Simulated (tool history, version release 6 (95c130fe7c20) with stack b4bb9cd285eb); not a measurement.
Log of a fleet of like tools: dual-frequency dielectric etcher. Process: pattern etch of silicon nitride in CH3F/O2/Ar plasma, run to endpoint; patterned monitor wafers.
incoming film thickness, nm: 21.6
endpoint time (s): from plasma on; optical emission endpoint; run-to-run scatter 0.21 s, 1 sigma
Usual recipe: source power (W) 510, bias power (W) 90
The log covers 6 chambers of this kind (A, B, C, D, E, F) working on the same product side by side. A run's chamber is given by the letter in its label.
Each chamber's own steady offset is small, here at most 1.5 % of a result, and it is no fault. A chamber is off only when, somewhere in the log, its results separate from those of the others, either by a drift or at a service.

run	hour	source power (W)	bias power (W)	endpoint time (s)
1E	9	510	90	26.621
2D	17.4	510	90	26.622
3C	26	510	90	26.264
4B	40	510	90	26.334
5F	47.3	510	90	26.397
6A	59.7	510	90	26.458
7C	66.5	510	100	25.259
8E	78.6	510	100	25.522
9F	90.1	510	100	25.524
10D	101	510	100	25.491
11B	110.8	510	100	25.55
# hour 119: chamber F: bias power generator calibrated
12A	119	510	100	24.982
13A	128.3	510	90	26.501
# hour 131: chamber D: wet clean of the chamber
14C	138.3	510	90	26.415
# hour 138.8: chamber A: source power generator calibrated
15F	148.3	510	90	26.158
16E	155.4	510	90	26.361
17B	163.8	510	90	26.544
18D	171.4	510	90	26.736
19A	179.2	510	90	26.203
# hour 181: chamber A: wet clean of the chamber
# hour 186.6: chamber E: wet clean of the chamber
20D	191.1	510	90	26.42
21B	200.2	510	90	26.461
22F	211.3	510	90	26.32
23E	225.9	510	90	26.381
24C	235.8	510	90	26.308
25F	243.5	440	97	27.386
26B	251.4	440	97	27.145
27A	262	440	97	26.676
28C	272.8	440	97	26.777
29E	285.5	440	97	27.448
30D	292.1	440	97	27.085
31E	300	510	90	26.263
32A	306.6	510	90	26.418
33C	319.4	510	90	26.673
34B	327.7	510	90	26.593
35D	336.6	510	90	26.736
36F	346.1	510	90	26.134
# hour 357.5: chamber F: wet clean of the chamber
37F	359.2	510	90	26.365
38D	369.6	600	102	24.021
39C	384	600	102	23.624
40E	395.9	600	102	23.996
41B	402.8	600	102	24.022

Next, every chamber runs the same settings. What will each give?
42A	413.2	510	82	?
42B	413.2	510	82	?
42C	413.2	510	82	?
42D	413.2	510	82	?
42E	413.2	510	82	?
42F	413.2	510	82	?

run	endpoint time (s)
42A	26.724
42B	27.194
42C	27.147
42D	27.206
42E	27.314
42F	27.246
